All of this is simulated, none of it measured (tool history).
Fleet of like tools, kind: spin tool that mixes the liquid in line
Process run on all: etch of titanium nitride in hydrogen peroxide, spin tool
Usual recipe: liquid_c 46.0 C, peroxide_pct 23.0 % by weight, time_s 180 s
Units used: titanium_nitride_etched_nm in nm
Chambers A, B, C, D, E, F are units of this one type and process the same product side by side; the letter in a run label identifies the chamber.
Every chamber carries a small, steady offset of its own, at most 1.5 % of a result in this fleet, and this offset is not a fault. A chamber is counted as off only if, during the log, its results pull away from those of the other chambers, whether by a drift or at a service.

run	day	liquid_c	peroxide_pct	time_s	read-back film thickness of the titanium nitride reference wafer, read on the same gauge (nm)	titanium_nitride_etched_nm
1D	0.096	46.0	23.0	180	39.998	5.3174
# day 0.212: chamber C: peroxide flow meter replaced
2C	0.267	46.0	23.0	180	40.009	5.2515
3A	0.408	46.0	23.0	180	39.993	5.2989
# day 0.475: chamber F: new drum of peroxide connected
# day 0.508: chamber E: new drum of peroxide connected
4E	0.592	46.0	23.0	180	40.003	5.2254
5F	0.717	46.0	23.0	180	40.019	5.3104
6B	0.854	46.0	23.0	180	40.000	5.2786
7F	1.025	46.0	23.0	180	39.997	5.2672
8A	1.208	46.0	23.0	180	39.994	5.2726
9C	1.388	46.0	23.0	180	40.006	5.2612
10B	1.521	46.0	23.0	180	40.017	5.2515
11D	1.675	37.0	26.5	180	39.998	2.7509
12E	1.854	37.0	26.5	180	39.999	2.7006
13B	1.946	37.0	26.5	180	40.003	2.7269
14C	2.083	37.0	26.5	180	39.989	2.7130
15F	2.254	37.0	26.5	180	40.011	2.7506
16E	2.342	37.0	26.5	180	40.017	2.7004
17A	2.446	46.0	23.0	180	40.003	5.2700
18D	2.575	46.0	23.0	180	40.030	5.2665
19E	2.733	46.0	23.0	180	40.014	5.2854
20D	2.908	53.0	25.5	180	39.997	9.1022
21F	3.062	53.0	25.5	180	39.979	8.9324
22C	3.142	53.0	25.5	180	40.011	9.0305
23B	3.300	53.0	25.5	180	39.992	8.8006
24A	3.454	53.0	25.5	180	40.030	9.0329
25C	3.625	53.0	25.5	180	39.976	8.8905
26F	3.771	46.0	23.0	180	40.020	5.2458
27B	3.921	46.0	23.0	180	40.001	5.1483
# day 4.046: chamber E: peroxide flow meter replaced
28D	4.046	46.0	23.0	180	40.004	5.2689
29A	4.133	49.5	23.0	105	39.992	3.9522
# day 4.188: chamber A: peroxide flow meter replaced
30E	4.254	49.5	23.0	105	40.013	3.9792
31A	4.412	49.5	23.0	105	40.003	3.9709
32F	4.542	49.5	23.0	105	40.012	3.9576
33D	4.638	49.5	23.0	105	40.008	4.0171
34E	4.825	49.5	23.0	105	40.011	3.9857
35B	4.967	46.0	23.0	180	40.016	5.0853
36C	5.133	46.0	23.0	180	40.022	5.2255

Each of the 6 chambers runs these same settings next. Fill in every chamber's results:
37A	5.267	46.0	23.0	180		?
37B	5.267	46.0	23.0	180		?
37C	5.267	46.0	23.0	180		?
37D	5.267	46.0	23.0	180		?
37E	5.267	46.0	23.0	180		?
37F	5.267	46.0	23.0	180		?

run	titanium_nitride_etched_nm
37A	5.2385
37B	5.0969
37C	5.2307
37D	5.3326
37E	5.2829
37F	5.2639
